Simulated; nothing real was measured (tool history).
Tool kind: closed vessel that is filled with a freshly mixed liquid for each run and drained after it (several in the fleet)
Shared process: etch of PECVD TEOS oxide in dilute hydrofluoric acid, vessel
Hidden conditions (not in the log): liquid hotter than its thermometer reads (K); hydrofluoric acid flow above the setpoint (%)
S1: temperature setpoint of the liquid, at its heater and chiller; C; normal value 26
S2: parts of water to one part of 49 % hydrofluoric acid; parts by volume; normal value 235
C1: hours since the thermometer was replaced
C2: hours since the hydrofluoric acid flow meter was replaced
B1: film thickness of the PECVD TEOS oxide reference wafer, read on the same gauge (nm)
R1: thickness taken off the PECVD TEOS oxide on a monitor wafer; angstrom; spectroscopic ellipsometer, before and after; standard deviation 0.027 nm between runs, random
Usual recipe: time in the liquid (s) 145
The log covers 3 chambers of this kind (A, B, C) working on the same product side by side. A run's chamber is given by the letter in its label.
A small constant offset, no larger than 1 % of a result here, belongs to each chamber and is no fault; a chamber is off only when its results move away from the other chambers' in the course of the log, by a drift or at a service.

{"run": "1C", "hour": 14.6, "S1": 26, "S2": 235, "time in the liquid (s)": 145, "C1": 203.3, "C2": 100, "B1": 30.011, "R1": 48.716}
{"run": "2A", "hour": 29.2, "S1": 26, "S2": 235, "time in the liquid (s)": 145, "C1": 743.7, "C2": 555.4, "B1": 29.98, "R1": 48.323}
{"run": "3B", "hour": 38.5, "S1": 26, "S2": 235, "time in the liquid (s)": 145, "C1": 101.2, "C2": 1046.5, "B1": 29.982, "R1": 49.173}
{"run": "4A", "hour": 48.7, "S1": 26, "S2": 235, "time in the liquid (s)": 145, "C1": 763.2, "C2": 574.9, "B1": 30.012, "R1": 48.927}
{"run": "5B", "hour": 61.7, "S1": 26, "S2": 345, "time in the liquid (s)": 215, "C1": 124.4, "C2": 1069.7, "B1": 30.026, "R1": 44.558}
{"run": "6C", "hour": 74.2, "S1": 26, "S2": 345, "time in the liquid (s)": 215, "C1": 262.9, "C2": 159.6, "B1": 29.979, "R1": 44.057}
{"run": "7B", "hour": 82.9, "S1": 26, "S2": 345, "time in the liquid (s)": 215, "C1": 145.6, "C2": 1090.9, "B1": 29.972, "R1": 44.652}
{"run": "8A", "hour": 91.3, "S1": 30.5, "S2": 235, "time in the liquid (s)": 215, "C1": 805.8, "C2": 617.5, "B1": 30.003, "R1": 83.981}
{"run": "9C", "hour": 100.1, "S1": 30.5, "S2": 235, "time in the liquid (s)": 215, "C1": 288.8, "C2": 185.5, "B1": 30.026, "R1": 83.955}
{"run": "10C", "hour": 110.8, "S1": 30.5, "S2": 235, "time in the liquid (s)": 215, "C1": 299.5, "C2": 196.2, "B1": 29.99, "R1": 83.306}
{"run": "11B", "hour": 123.0, "S1": 26, "S2": 235, "time in the liquid (s)": 145, "C1": 185.7, "C2": 1131, "B1": 29.998, "R1": 48.651}
{"run": "12A", "hour": 130.8, "S1": 26, "S2": 235, "time in the liquid (s)": 145, "C1": 845.3, "C2": 657, "B1": 29.987, "R1": 49.238}
{"run": "13C", "hour": 138.6, "S1": 26, "S2": 235, "time in the liquid (s)": 145, "C1": 327.3, "C2": 224, "B1": 30.002, "R1": 48.497}
{"run": "14A", "hour": 147.5, "S1": 26, "S2": 235, "time in the liquid (s)": 145, "C1": 862, "C2": 673.7, "B1": 30.002, "R1": 49.41}
{"run": "15B", "hour": 160.9, "S1": 26, "S2": 235, "time in the liquid (s)": 145, "C1": 223.6, "C2": 1168.9, "B1": 30.014, "R1": 48.726}
{"run": "16B", "hour": 175.2, "S1": 26, "S2": 235, "time in the liquid (s)": 145, "C1": 237.9, "C2": 1183.2, "B1": 30.008, "R1": 49.044}
{"run": "17A", "hour": 191.2, "S1": 26, "S2": 235, "time in the liquid (s)": 145, "C1": 905.7, "C2": 717.4, "B1": 30.019, "R1": 49.638}
{"run": "18C", "hour": 199.4, "S1": 26, "S2": 235, "time in the liquid (s)": 145, "C1": 388.1, "C2": 284.8, "B1": 29.956, "R1": 48.732}
{"run": "19C", "hour": 208.5, "S1": 26, "S2": 130, "time in the liquid (s)": 145, "C1": 397.2, "C2": 293.9, "B1": 30.028, "R1": 98.189}
{"run": "20A", "hour": 222.3, "S1": 26, "S2": 130, "time in the liquid (s)": 145, "C1": 936.8, "C2": 748.5, "B1": 30.001, "R1": 102.49}
{"run": "21B", "hour": 238.3, "S1": 26, "S2": 130, "time in the liquid (s)": 145, "C1": 301, "C2": 1246.3, "B1": 29.982, "R1": 98.573}
{"run": "22B", "hour": 252.2, "S1": 26, "S2": 235, "time in the liquid (s)": 145, "C1": 314.9, "C2": 1260.2, "B1": 30.043, "R1": 48.942}
{"run": "23A", "hour": 262.8, "S1": 26, "S2": 235, "time in the liquid (s)": 145, "C1": 977.3, "C2": 789, "B1": 29.986, "R1": 50.547}
{"run": "24C", "hour": 275.6, "S1": 26, "S2": 235, "time in the liquid (s)": 145, "C1": 464.3, "C2": 361, "B1": 29.998, "R1": 48.719}
{"run": "25B", "hour": 282.8, "S1": 26, "S2": 235, "time in the liquid (s)": 145, "C1": 345.5, "C2": 1290.8, "B1": 29.99, "R1": 49.201}
{"run": "26C", "hour": 298.3, "S1": 26, "S2": 140, "time in the liquid (s)": 220, "C1": 487, "C2": 383.7, "B1": 30.03, "R1": 135.43}
{"run": "27A", "hour": 306.6, "S1": 26, "S2": 140, "time in the liquid (s)": 220, "C1": 1021.1, "C2": 832.8, "B1": 29.999, "R1": 145.09}
{"run": "28C", "hour": 317.4, "S1": 26, "S2": 140, "time in the liquid (s)": 220, "C1": 506.1, "C2": 402.8, "B1": 30.018, "R1": 138.87}
{"run": "29B", "hour": 326.5, "S1": 26, "S2": 235, "time in the liquid (s)": 145, "C1": 389.2, "C2": 1334.5, "B1": 30.042, "R1": 48.895}

Which is it: a chamber that has drifted or been left off by a service, a gauge drift common to all chambers, or only each chamber's usual small offset? If a chamber is off, name it and its likeliest cause.

One chamber, A, drifts off from the rest bit by bit.
Likeliest cause: hydrofluoric acid flow above the setpoint (%) = 4.29.
The log may not separate it from: liquid hotter than its thermometer reads (K).

Below are 4 candidate recipes for chamber A's next run, each the usual settings with a change, their results shown as question marks. Which of them brings A's results back in line with what the other chambers give on the usual settings?
Allowed miss from the other chambers' usual-settings mean, per result, to count as in line: R1 0.95 angstrom
{"run": "30A-1", "hour": 337.9, "S1": 27.5, "S2": 235, "time in the liquid (s)": 145, "R1": "?"}
{"run": "30A-2", "hour": 337.9, "S1": 26, "S2": 245, "time in the liquid (s)": 140, "R1": "?"}
{"run": "30A-3", "hour": 337.9, "S1": 26, "S2": 225, "time in the liquid (s)": 150, "R1": "?"}
{"run": "30A-4", "hour": 337.9, "S1": 24.5, "S2": 235, "time in the liquid (s)": 145, "R1": "?"}

The mean the other chambers reach with the usual settings: R1 48.82 angstrom
run=30A-1 R1=53.841
run=30A-2 R1=46.844
run=30A-3 R1=55.8
run=30A-4 R1=48.47
30A-4 puts the chamber back in line with the other chambers.
